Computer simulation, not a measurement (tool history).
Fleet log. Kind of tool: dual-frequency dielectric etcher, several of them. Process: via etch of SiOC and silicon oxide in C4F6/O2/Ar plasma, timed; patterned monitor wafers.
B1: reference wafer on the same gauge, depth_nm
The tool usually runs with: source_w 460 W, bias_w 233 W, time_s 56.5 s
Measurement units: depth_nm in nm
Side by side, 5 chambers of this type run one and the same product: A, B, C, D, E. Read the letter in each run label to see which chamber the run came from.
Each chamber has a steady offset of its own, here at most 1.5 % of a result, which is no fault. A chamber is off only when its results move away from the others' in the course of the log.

run 1D hour=4.9 | source_w=460 bias_w=233 time_s=56.5 | B1=69.786 | depth_nm=73.869
run 2C hour=8.2 | source_w=460 bias_w=233 time_s=56.5 | B1=69.761 | depth_nm=72.195
run 3E hour=13.5 | source_w=460 bias_w=233 time_s=56.5 | B1=69.806 | depth_nm=73.830
run 4A hour=16.9 | source_w=460 bias_w=233 time_s=56.5 | B1=69.779 | depth_nm=73.786
run 5B hour=22.8 | source_w=460 bias_w=233 time_s=56.5 | B1=69.745 | depth_nm=73.829
-- hour=24.7 chamber D: wet clean of the chamber
run 6B hour=27.8 | source_w=460 bias_w=233 time_s=56.5 | B1=69.793 | depth_nm=73.438
run 7D hour=33.6 | source_w=460 bias_w=233 time_s=56.5 | B1=69.831 | depth_nm=73.855
run 8E hour=36.8 | source_w=460 bias_w=233 time_s=56.5 | B1=69.815 | depth_nm=74.208
run 9A hour=39.9 | source_w=460 bias_w=233 time_s=56.5 | B1=69.811 | depth_nm=73.835
run 10C hour=43.1 | source_w=460 bias_w=254 time_s=48.5 | B1=69.790 | depth_nm=63.935
run 11D hour=48.7 | source_w=460 bias_w=254 time_s=48.5 | B1=69.799 | depth_nm=65.519
run 12B hour=54.1 | source_w=460 bias_w=254 time_s=48.5 | B1=69.821 | depth_nm=64.791
run 13A hour=57.3 | source_w=460 bias_w=254 time_s=48.5 | B1=69.767 | depth_nm=65.364
-- hour=61.4 chamber B: bias power generator calibrated
run 14E hour=61.8 | source_w=460 bias_w=254 time_s=48.5 | B1=69.798 | depth_nm=65.588
run 15C hour=65.6 | source_w=460 bias_w=233 time_s=56.5 | B1=69.825 | depth_nm=72.484
-- hour=65.9 chamber E: wet clean of the chamber
run 16A hour=68.3 | source_w=460 bias_w=214 time_s=56.5 | B1=69.821 | depth_nm=71.578
run 17C hour=72.5 | source_w=460 bias_w=214 time_s=56.5 | B1=69.769 | depth_nm=70.162
run 18D hour=76.7 | source_w=460 bias_w=214 time_s=56.5 | B1=69.806 | depth_nm=71.927
run 19E hour=82.1 | source_w=460 bias_w=214 time_s=56.5 | B1=69.777 | depth_nm=71.911
-- hour=86.3 chamber C: wet clean of the chamber
run 20B hour=87.1 | source_w=460 bias_w=214 time_s=56.5 | B1=69.833 | depth_nm=70.366
run 21D hour=92.5 | source_w=460 bias_w=233 time_s=56.5 | B1=69.792 | depth_nm=73.868
run 22A hour=96.3 | source_w=460 bias_w=233 time_s=56.5 | B1=69.813 | depth_nm=73.706
run 23B hour=99.8 | source_w=460 bias_w=233 time_s=56.5 | B1=69.776 | depth_nm=72.006
run 24C hour=102.7 | source_w=460 bias_w=233 time_s=56.5 | B1=69.777 | depth_nm=72.490
run 25E hour=105.2 | source_w=460 bias_w=233 time_s=56.5 | B1=69.827 | depth_nm=73.939
run 26E hour=108.9 | source_w=460 bias_w=233 time_s=56.5 | B1=69.847 | depth_nm=74.410
run 27D hour=112.3 | source_w=420 bias_w=252 time_s=56.5 | B1=69.785 | depth_nm=73.130
run 28A hour=118.1 | source_w=420 bias_w=252 time_s=56.5 | B1=69.763 | depth_nm=73.338
run 29B hour=123.8 | source_w=420 bias_w=252 time_s=56.5 | B1=69.826 | depth_nm=71.927
run 30C hour=126.7 | source_w=420 bias_w=252 time_s=56.5 | B1=69.847 | depth_nm=71.690
run 31A hour=129.5 | source_w=420 bias_w=252 time_s=56.5 | B1=69.741 | depth_nm=72.808
run 32C hour=133.9 | source_w=460 bias_w=233 time_s=56.5 | B1=69.819 | depth_nm=72.281
run 33B hour=138.8 | source_w=460 bias_w=233 time_s=56.5 | B1=69.812 | depth_nm=72.173
run 34D hour=144.1 | source_w=460 bias_w=233 time_s=56.5 | B1=69.815 | depth_nm=73.929
run 35E hour=149.5 | source_w=460 bias_w=233 time_s=56.5 | B1=69.842 | depth_nm=73.875
run 36C hour=152.1 | source_w=460 bias_w=233 time_s=56.5 | B1=69.807 | depth_nm=72.195
run 37A hour=156.6 | source_w=560 bias_w=262 time_s=56.5 | B1=69.797 | depth_nm=82.812

Is one chamber out of step, is the gauge drifting, or do the chambers differ by no more than their own small offsets? For an off chamber, give its letter and the likeliest cause.

A service left chamber B off against the others.
Likeliest cause: bias power that arrives under what is set, % = 4.77.

Here are 4 candidates for chamber B's next run, each the usual settings with a change, their results left as question marks. Which one brings its results back in line with what the others give on the usual settings?
Counts as in line when no further than this from what the other chambers average on the usual settings: depth_nm 0.670 nm
run 38B-1 hour=160.8 | source_w=460 bias_w=233 time_s=57.5 | depth_nm=?
run 38B-2 hour=160.8 | source_w=430 bias_w=222 time_s=56.5 | depth_nm=?
run 38B-3 hour=160.8 | source_w=460 bias_w=235 time_s=58.5 | depth_nm=?
run 38B-4 hour=160.8 | source_w=450 bias_w=228 time_s=56.5 | depth_nm=?

Other chambers, usual settings, mean: depth_nm 73.520 nm
run=38B-1 depth_nm=73.674
run=38B-2 depth_nm=69.387
run=38B-3 depth_nm=75.172
run=38B-4 depth_nm=71.257
The right change is 38B-1: it brings the chamber back within the allowed miss of the others.
